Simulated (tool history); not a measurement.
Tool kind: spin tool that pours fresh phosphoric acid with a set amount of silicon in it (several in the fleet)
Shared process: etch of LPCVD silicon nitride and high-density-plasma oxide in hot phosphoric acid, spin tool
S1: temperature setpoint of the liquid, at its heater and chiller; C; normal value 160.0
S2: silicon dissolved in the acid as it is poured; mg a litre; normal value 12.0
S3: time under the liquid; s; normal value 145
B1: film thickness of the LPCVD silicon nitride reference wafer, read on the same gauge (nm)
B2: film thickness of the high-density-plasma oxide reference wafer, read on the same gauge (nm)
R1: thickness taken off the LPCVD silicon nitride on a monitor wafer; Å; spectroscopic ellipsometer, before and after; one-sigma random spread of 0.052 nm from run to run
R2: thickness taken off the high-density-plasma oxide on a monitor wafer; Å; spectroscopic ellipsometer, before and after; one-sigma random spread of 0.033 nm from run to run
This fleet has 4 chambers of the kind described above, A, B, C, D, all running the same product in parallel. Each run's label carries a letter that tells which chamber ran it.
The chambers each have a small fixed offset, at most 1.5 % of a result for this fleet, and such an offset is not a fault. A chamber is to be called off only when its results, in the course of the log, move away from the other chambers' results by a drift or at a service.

run,hour,S1,S2,S3,B1,B2,R1,R2
1B,9.6,160.0,12.0,145,120.00,89.998,139.64,3.0087
2D,16.0,160.0,12.0,145,120.00,90.026,138.09,3.9447
3A,25.0,160.0,12.0,145,120.03,90.020,138.97,3.0929
4C,38.2,160.0,12.0,145,120.00,89.993,140.34,3.3754
5B,50.6,160.0,12.0,145,120.00,89.990,140.29,3.4967
6D,61.1,160.0,12.0,145,119.95,90.023,137.31,3.4066
7A,68.2,160.0,12.0,145,119.98,90.008,138.80,3.4072
8C,78.3,160.0,12.0,145,120.01,90.016,140.61,2.8610
9A,84.5,160.0,12.0,145,119.98,89.993,139.17,3.3370
# hour 95.8: chamber C: dissolved silicon flow meter replaced
10C,97.6,160.0,12.0,145,119.99,89.970,139.12,3.6499
11D,111.4,160.0,12.0,145,119.97,89.995,137.69,3.6844
12B,122.4,160.0,12.0,145,120.01,90.013,138.35,3.0830
13D,131.6,161.0,5.5,145,120.01,89.988,142.74,4.4348
14B,140.5,161.0,5.5,145,119.99,90.010,144.13,4.1587
15A,152.2,161.0,5.5,145,120.01,89.991,143.90,4.4414
16C,162.1,161.0,5.5,145,120.03,89.994,143.34,3.5200
# hour 171.7: chamber B: dissolved silicon flow meter replaced
17C,175.0,160.0,12.0,145,120.03,90.019,139.67,3.1507
18D,184.9,160.0,12.0,145,119.99,89.992,137.91,3.6605
19A,194.5,160.0,12.0,145,120.04,90.001,138.23,3.5773
20B,204.0,160.0,12.0,145,119.99,90.039,139.38,3.2852
21D,215.7,158.5,21.0,145,120.01,90.003,130.05,2.2391
22C,225.3,158.5,21.0,145,120.01,89.994,132.48,2.6577
# hour 231.8: chamber C: heated supply line repaired
23B,236.5,158.5,21.0,145,119.98,90.004,132.43,2.2188
24A,249.3,158.5,21.0,145,120.00,90.010,132.95,2.1995
25B,260.4,160.0,12.0,145,120.01,90.009,138.78,2.9626
26A,270.1,160.0,12.0,145,119.99,89.984,139.23,3.1695
27D,280.6,160.0,12.0,145,119.99,90.023,137.69,3.3380
28C,291.7,160.0,12.0,145,119.99,90.005,139.68,3.4623

All chambers now run identical settings, listed one chamber a line with results as question marks. What results will each chamber show?
29A,302.0,160.0,12.0,145,,,?,?
29B,302.0,160.0,12.0,145,,,?,?
29C,302.0,160.0,12.0,145,,,?,?
29D,302.0,160.0,12.0,145,,,?,?

run,R1,R2
29A,139.59,3.4317
29B,139.79,3.3230
29C,139.47,3.0003
29D,138.25,3.4649
